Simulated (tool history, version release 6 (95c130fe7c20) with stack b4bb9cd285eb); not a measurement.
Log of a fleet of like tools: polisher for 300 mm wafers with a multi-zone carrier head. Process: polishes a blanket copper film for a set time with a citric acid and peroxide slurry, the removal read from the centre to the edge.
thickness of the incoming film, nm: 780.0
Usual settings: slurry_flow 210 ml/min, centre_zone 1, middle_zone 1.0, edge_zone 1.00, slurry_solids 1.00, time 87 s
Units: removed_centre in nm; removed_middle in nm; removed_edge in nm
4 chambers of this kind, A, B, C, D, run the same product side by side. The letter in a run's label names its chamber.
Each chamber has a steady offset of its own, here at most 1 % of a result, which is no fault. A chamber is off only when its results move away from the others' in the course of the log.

run   hour  slurry_flow  centre_zone  middle_zone  edge_zone  slurry_solids  time  removed_centre  removed_middle  removed_edge
 1D   11.0          210            1          1.0       1.00           1.00    87          161.97          161.15        163.69
      18.9  -- chamber A: slurry nozzle cleaned
      22.4  -- chamber B: slurry nozzle cleaned
 2B   27.0          210            1          1.0       1.00           1.00    87          162.02          160.88        161.76
 3A   41.8          210            1          1.0       1.00           1.00    87          161.21          162.75        164.85
 4C   55.3          210            1          1.0       1.00           1.00    87          160.59          163.25        163.11
      58.8  -- chamber C: worn pad replaced by a new one
 5A   62.7          210            1          1.0       1.00           1.20    68          130.27          130.72        133.56
      69.3  -- chamber D: slurry nozzle cleaned
 6B   76.6          210            1          1.0       1.00           1.20    68          134.15          129.06        132.40
 7D   88.1          210            1          1.0       1.00           1.20    68          131.62          130.91        130.83
 8C  100.4          210            1          1.0       1.00           1.20    68          130.42          131.31        132.01
 9D  114.3          210            1          1.0       1.00           1.00    87          161.19          160.88        164.10
     117.8  -- chamber B: worn pad replaced by a new one
     121.4  -- chamber C: edge zone pressure recalibrated
10C  126.5          210            1          1.0       1.00           1.00    87          162.71          164.38        160.90
11A  133.9          210            1          1.1       1.00           1.15    87          168.71          180.23        166.38
     141.2  -- chamber A: worn pad replaced by a new one
12B  142.8          210            1          1.1       1.00           1.15    87          169.25          181.95        168.59
13A  152.5          210            1          1.1       1.00           1.15    87          165.74          181.87        167.98
14C  166.6          210            1          1.1       1.00           1.15    87          166.12          181.60        168.09
15D  176.6          210            1          1.0       1.08           1.25    87          168.89          171.06        176.87
16B  185.5          210            1          1.0       1.08           1.25    87          167.83          169.51        176.75
     188.4  -- chamber D: worn pad replaced by a new one
17A  192.9          210            1          1.0       1.08           1.25    87          171.94          169.76        179.03
18C  205.5          210            1          1.0       1.08           1.25    87          168.13          168.43        177.02
     212.9  -- chamber B: edge zone pressure recalibrated
     215.7  -- chamber D: centre zone pressure recalibrated
     219.6  -- chamber A: centre zone pressure recalibrated
19B  221.3          210            1          1.0       1.00           1.00    87          159.73          162.50        160.64
20D  231.1          210            1          1.0       1.00           1.00   110          205.11          201.40        203.11
21D  239.6          210            1          1.0       1.00           1.00   110          203.62          201.52        205.63
22C  252.7          210            1          1.0       1.00           1.00   110          205.07          205.99        207.47
23A  268.3          210            1          1.0       1.00           1.00   110          204.23          202.78        205.56
     274.6  -- chamber C: worn pad replaced by a new one
24B  278.3          210            1          1.0       1.00           1.00    87          155.19          160.69        163.39
     282.4  -- chamber B: slurry nozzle cleaned
25C  291.7          210            1          1.0       1.00           1.00    87          163.44          162.86        164.90
26D  306.7          210            1          1.0       1.00           1.00    87          162.08          161.72        161.93
     311.7  -- chamber A: slurry nozzle cleaned
     312.9  -- chamber C: slurry nozzle cleaned
27A  318.5          210            1          1.0       1.00           1.00    87          159.10          161.52        163.41
28B  328.1          210            1          1.0       1.00           1.00    87          156.30          158.74        160.07
29A  337.5          210            1          1.0       1.00           1.00    87          161.65          157.97        165.29
30B  345.7          210            1          1.0       1.00           1.00    87          153.67          160.99        162.39
31C  360.2          210            1          1.0       1.00           1.00   109          200.75          202.55        204.69
     369.6  -- chamber D: worn pad replaced by a new one
32D  375.6          210            1          1.0       1.00           1.00   109          204.53          201.25        200.88

Next, every chamber runs the same settings. What will each give?
33A  387.3          210            1          1.0       1.00           1.00    87               ?               ?             ?
33B  387.3          210            1          1.0       1.00           1.00    87               ?               ?             ?
33C  387.3          210            1          1.0       1.00           1.00    87               ?               ?             ?
33D  387.3          210            1          1.0       1.00           1.00    87               ?               ?             ?

run  removed_centre  removed_middle  removed_edge
33A          161.91          161.80        163.14
33B          150.47          161.78        161.05
33C          161.81          164.17        162.49
33D          162.96          160.45        159.81
